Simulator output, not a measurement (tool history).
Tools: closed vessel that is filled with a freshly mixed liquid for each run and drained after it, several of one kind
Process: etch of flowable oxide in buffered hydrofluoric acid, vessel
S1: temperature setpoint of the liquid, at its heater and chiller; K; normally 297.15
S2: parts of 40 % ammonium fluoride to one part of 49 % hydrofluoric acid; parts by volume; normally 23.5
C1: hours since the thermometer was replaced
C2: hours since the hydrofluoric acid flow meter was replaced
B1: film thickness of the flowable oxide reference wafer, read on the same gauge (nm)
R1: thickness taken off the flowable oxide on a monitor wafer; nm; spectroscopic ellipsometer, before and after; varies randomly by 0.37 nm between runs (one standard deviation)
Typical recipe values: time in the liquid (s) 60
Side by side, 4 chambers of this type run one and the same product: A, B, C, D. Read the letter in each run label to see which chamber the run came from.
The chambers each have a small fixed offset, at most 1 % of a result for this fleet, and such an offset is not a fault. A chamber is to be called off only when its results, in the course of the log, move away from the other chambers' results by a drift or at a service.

run 1A hour=10.8 | S1=297.15 S2=23.5 time_in_the_liquid_(s)=60 | C1=219.2 C2=213.5 | B1=30.006 | R1=56.043
run 2B hour=21.2 | S1=297.15 S2=23.5 time_in_the_liquid_(s)=60 | C1=1835.6 C2=227.8 | B1=30.022 | R1=55.761
run 3D hour=35.7 | S1=297.15 S2=23.5 time_in_the_liquid_(s)=60 | C1=457 C2=1189.7 | B1=30.028 | R1=56.332
run 4C hour=44.9 | S1=297.15 S2=23.5 time_in_the_liquid_(s)=60 | C1=547.7 C2=236.1 | B1=30.012 | R1=55.769
run 5C hour=58 | S1=297.15 S2=23.5 time_in_the_liquid_(s)=60 | C1=560.8 C2=249.2 | B1=30.003 | R1=56.222
run 6D hour=68.9 | S1=297.15 S2=23.5 time_in_the_liquid_(s)=60 | C1=490.2 C2=1222.9 | B1=29.988 | R1=56.22
run 7A hour=79.6 | S1=293.15 S2=23.5 time_in_the_liquid_(s)=60 | C1=288 C2=282.3 | B1=30.023 | R1=44.655
run 8B hour=88.7 | S1=293.15 S2=23.5 time_in_the_liquid_(s)=60 | C1=1903.1 C2=295.3 | B1=30.022 | R1=44.558
run 9B hour=103.5 | S1=293.15 S2=23.5 time_in_the_liquid_(s)=60 | C1=1917.9 C2=310.1 | B1=30.013 | R1=44.614
run 10A hour=115.7 | S1=293.15 S2=23.5 time_in_the_liquid_(s)=60 | C1=324.1 C2=318.4 | B1=29.999 | R1=44.549
run 11D hour=124.8 | S1=297.15 S2=23.5 time_in_the_liquid_(s)=60 | C1=546.1 C2=1278.8 | B1=30.021 | R1=56.906
run 12C hour=137.2 | S1=297.15 S2=23.5 time_in_the_liquid_(s)=60 | C1=640 C2=328.4 | B1=29.968 | R1=55.948
run 13B hour=151.9 | S1=297.15 S2=23.5 time_in_the_liquid_(s)=60 | C1=1966.3 C2=358.5 | B1=30.042 | R1=55.097
run 14C hour=159.4 | S1=297.15 S2=29.5 time_in_the_liquid_(s)=60 | C1=662.2 C2=350.6 | B1=29.984 | R1=48.069
run 15D hour=169.7 | S1=297.15 S2=29.5 time_in_the_liquid_(s)=60 | C1=591 C2=1323.7 | B1=30.043 | R1=48.019
run 16A hour=185 | S1=297.15 S2=29.5 time_in_the_liquid_(s)=60 | C1=393.4 C2=387.7 | B1=29.982 | R1=48.154
run 17B hour=192.8 | S1=297.15 S2=29.5 time_in_the_liquid_(s)=60 | C1=2007.2 C2=399.4 | B1=30.014 | R1=45.993
run 18D hour=201.6 | S1=297.15 S2=23.5 time_in_the_liquid_(s)=60 | C1=622.9 C2=1355.6 | B1=29.987 | R1=55.703
run 19A hour=215.3 | S1=297.15 S2=23.5 time_in_the_liquid_(s)=60 | C1=423.7 C2=418 | B1=29.995 | R1=56.236
run 20C hour=230.2 | S1=297.15 S2=23.5 time_in_the_liquid_(s)=60 | C1=733 C2=421.4 | B1=30.011 | R1=55.438
run 21A hour=237.3 | S1=297.15 S2=23.5 time_in_the_liquid_(s)=30 | C1=445.7 C2=440 | B1=29.978 | R1=27.93
run 22D hour=252 | S1=297.15 S2=23.5 time_in_the_liquid_(s)=30 | C1=673.3 C2=1406 | B1=30.014 | R1=28.426
run 23B hour=262.9 | S1=297.15 S2=23.5 time_in_the_liquid_(s)=30 | C1=2077.3 C2=469.5 | B1=29.97 | R1=26.829
run 24C hour=273.6 | S1=297.15 S2=23.5 time_in_the_liquid_(s)=30 | C1=776.4 C2=464.8 | B1=30.029 | R1=28.233
run 25B hour=287.5 | S1=294.15 S2=17 time_in_the_liquid_(s)=60 | C1=2101.9 C2=494.1 | B1=29.978 | R1=59.259
run 26A hour=299.4 | S1=294.15 S2=17 time_in_the_liquid_(s)=60 | C1=507.8 C2=502.1 | B1=30.005 | R1=62.176
run 27C hour=311.7 | S1=294.15 S2=17 time_in_the_liquid_(s)=60 | C1=814.5 C2=502.9 | B1=29.981 | R1=62.344
run 28D hour=324 | S1=294.15 S2=17 time_in_the_liquid_(s)=60 | C1=745.3 C2=1478 | B1=29.994 | R1=62.625
run 29B hour=339.4 | S1=297.15 S2=23.5 time_in_the_liquid_(s)=60 | C1=2153.8 C2=546 | B1=29.969 | R1=52.427
run 30D hour=346.2 | S1=297.15 S2=16 time_in_the_liquid_(s)=85 | C1=767.5 C2=1500.2 | B1=30.004 | R1=110.93
run 31C hour=358.2 | S1=297.15 S2=16 time_in_the_liquid_(s)=85 | C1=861 C2=549.4 | B1=29.99 | R1=109.5
run 32A hour=370.3 | S1=297.15 S2=16 time_in_the_liquid_(s)=85 | C1=578.7 C2=573 | B1=29.976 | R1=108.18

All 4 chambers run these settings next. Forecast each chamber's results:
run 33A hour=381.5 | S1=297.15 S2=23.5 time_in_the_liquid_(s)=60 | R1=?
run 33B hour=381.5 | S1=297.15 S2=23.5 time_in_the_liquid_(s)=60 | R1=?
run 33C hour=381.5 | S1=297.15 S2=23.5 time_in_the_liquid_(s)=60 | R1=?
run 33D hour=381.5 | S1=297.15 S2=23.5 time_in_the_liquid_(s)=60 | R1=?

run=33A R1=55.909
run=33B R1=52.052
run=33C R1=56.089
run=33D R1=55.551
